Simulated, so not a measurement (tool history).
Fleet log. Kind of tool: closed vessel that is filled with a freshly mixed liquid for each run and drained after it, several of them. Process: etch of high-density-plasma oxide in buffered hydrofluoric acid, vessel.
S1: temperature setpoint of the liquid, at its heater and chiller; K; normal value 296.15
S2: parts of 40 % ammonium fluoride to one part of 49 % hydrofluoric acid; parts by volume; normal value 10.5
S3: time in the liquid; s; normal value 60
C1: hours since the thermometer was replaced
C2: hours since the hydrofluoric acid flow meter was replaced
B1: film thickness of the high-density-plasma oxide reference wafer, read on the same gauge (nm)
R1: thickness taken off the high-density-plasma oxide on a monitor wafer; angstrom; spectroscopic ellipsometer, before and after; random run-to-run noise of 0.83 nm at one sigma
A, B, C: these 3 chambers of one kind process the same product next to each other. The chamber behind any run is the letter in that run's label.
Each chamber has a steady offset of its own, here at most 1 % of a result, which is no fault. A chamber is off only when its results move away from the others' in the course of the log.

Run 1C, day 0.575: usual settings; C1 153.9; C2 370.1; B1 39.997. Result: R1 942.55 angstrom.
Run 2A, day 0.867: usual settings; C1 1052.7; C2 1919.1; B1 40.008. Result: R1 942.7 angstrom.
Run 3B, day 1.333: usual settings; C1 813.1; C2 1680; B1 40.063. Result: R1 930.31 angstrom.
Run 4B, day 1.771: usual settings; C1 823.6; C2 1690.5; B1 40.027. Result: R1 935.51 angstrom.
Run 5A, day 2.021: usual settings; C1 1080.4; C2 1946.8; B1 39.969. Result: R1 956.22 angstrom.
Run 6C, day 2.283: usual settings; C1 194.9; C2 411.1; B1 39.95. Result: R1 933.06 angstrom.
Run 7C, day 2.612: usual settings; C1 202.8; C2 419; B1 39.995. Result: R1 948.69 angstrom.
Run 8A, day 2.904: usual settings; C1 1101.6; C2 1968; B1 39.969. Result: R1 960.52 angstrom.
Run 9B, day 3.425: usual settings; C1 863.3; C2 1730.2; B1 39.974. Result: R1 935.9 angstrom.
Run 10A, day 3.988: usual settings; C1 1127.6; C2 1994; B1 39.984. Result: R1 953.74 angstrom.
Run 11C, day 4.396: usual settings; C1 245.6; C2 461.8; B1 39.991. Result: R1 937.26 angstrom.
Run 12B, day 4.808: usual settings; C1 896.5; C2 1763.4; B1 40.027. Result: R1 941.98 angstrom.
Run 13A, day 5.379: usual settings; C1 1161; C2 2027.4; B1 40.035. Result: R1 983.18 angstrom.
Run 14C, day 5.692: usual settings; C1 276.7; C2 492.9; B1 40.013. Result: R1 932.16 angstrom.
Run 15B, day 6.254: usual settings; C1 931.2; C2 1798.1; B1 40.033. Result: R1 928.56 angstrom.
Run 16B, day 6.625: usual settings but S1 299.15 K, S2 13 parts by volume; C1 940.1; C2 1807; B1 39.956. Result: R1 914.4 angstrom.
Run 17C, day 7.175: usual settings but S1 299.15 K, S2 13 parts by volume; C1 312.3; C2 528.5; B1 39.996. Result: R1 892.9 angstrom.
Run 18A, day 7.55: usual settings but S1 299.15 K, S2 13 parts by volume; C1 1213.1; C2 2079.5; B1 40.001. Result: R1 955.61 angstrom.
Run 19B, day 7.85: usual settings but S1 292.15 K, S2 12.5 parts by volume; C1 969.5; C2 1836.4; B1 39.989. Result: R1 635.09 angstrom.
Run 20A, day 8.371: usual settings but S1 292.15 K, S2 12.5 parts by volume; C1 1232.8; C2 2099.2; B1 39.975. Result: R1 676.58 angstrom.
Run 21C, day 8.812: usual settings but S1 292.15 K, S2 12.5 parts by volume; C1 351.6; C2 567.8; B1 39.98. Result: R1 633.05 angstrom.
Run 22A, day 9.092: usual settings; C1 1250.1; C2 2116.5; B1 39.962. Result: R1 993.15 angstrom.
Run 23B, day 9.508: usual settings; C1 1009.3; C2 1876.2; B1 40.015. Result: R1 929.27 angstrom.
Run 24C, day 10.008: usual settings; C1 380.3; C2 596.5; B1 40. Result: R1 929.85 angstrom.
Run 25B, day 10.479: usual settings; C1 1032.6; C2 1899.5; B1 40.035. Result: R1 942.4 angstrom.
Run 26A, day 10.896: usual settings; C1 1293.4; C2 2159.8; B1 40.042. Result: R1 1022.4 angstrom.
Run 27C, day 11.25: usual settings; C1 410.1; C2 626.3; B1 39.993. Result: R1 940.47 angstrom.
Run 28A, day 11.554: usual settings; C1 1309.2; C2 2175.6; B1 40.021. Result: R1 1010.9 angstrom.
Run 29B, day 11.933: usual settings but S1 299.65 K, S3 70 s; C1 1067.5; C2 1934.4; B1 39.952. Result: R1 1338.4 angstrom.
Run 30C, day 12.238: usual settings but S1 299.65 K, S3 70 s; C1 433.8; C2 650; B1 39.991. Result: R1 1312.7 angstrom.
Run 31C, day 12.538: usual settings but S1 299.65 K, S3 70 s; C1 441; C2 657.2; B1 40.004. Result: R1 1304.7 angstrom.
Run 32A, day 13.079: usual settings; C1 1345.8; C2 2212.2; B1 40.016. Result: R1 1023.1 angstrom.
Run 33B, day 13.438: usual settings; C1 1103.6; C2 1970.5; B1 39.965. Result: R1 937.28 angstrom.
Run 34C, day 13.75: usual settings; C1 470.1; C2 686.3; B1 40.025. Result: R1 943.17 angstrom.

Does one chamber stand apart from the rest, does the shared gauge drift, or is all well apart from small per-chamber offsets? Give the chamber and the most likely cause, where there is one.

It is chamber A that slowly wanders off from its peers.
What lies behind it: liquid hotter than its thermometer reads (K) = 1.63.
It could be hard to tell apart here from: hydrofluoric acid flow above the setpoint (%).

Which of the 4 candidates below, each the usual settings with something changed and its results left as question marks, puts chamber A back in line with what the other chambers give on the usual settings?
Counts as in line when no further than this from what the other chambers average on the usual settings: R1 29 angstrom
Run 35A-1, day 14.162: usual settings but S3 55 s. Result: R1 ?.
Run 35A-2, day 14.162: usual settings but S2 11 parts by volume. Result: R1 ?.
Run 35A-3, day 14.162: usual settings but S1 296.65 K, S3 65 s. Result: R1 ?.
Run 35A-4, day 14.162: usual settings but S2 10 parts by volume. Result: R1 ?.

On the usual settings, the other chambers give on average: R1 942.97 angstrom
  run      R1
35A-1  944.76
35A-2  985.68
35A-3  1147.2
35A-4  1079.9
35A-1 is the one that brings the chamber's results back in line with the other chambers.

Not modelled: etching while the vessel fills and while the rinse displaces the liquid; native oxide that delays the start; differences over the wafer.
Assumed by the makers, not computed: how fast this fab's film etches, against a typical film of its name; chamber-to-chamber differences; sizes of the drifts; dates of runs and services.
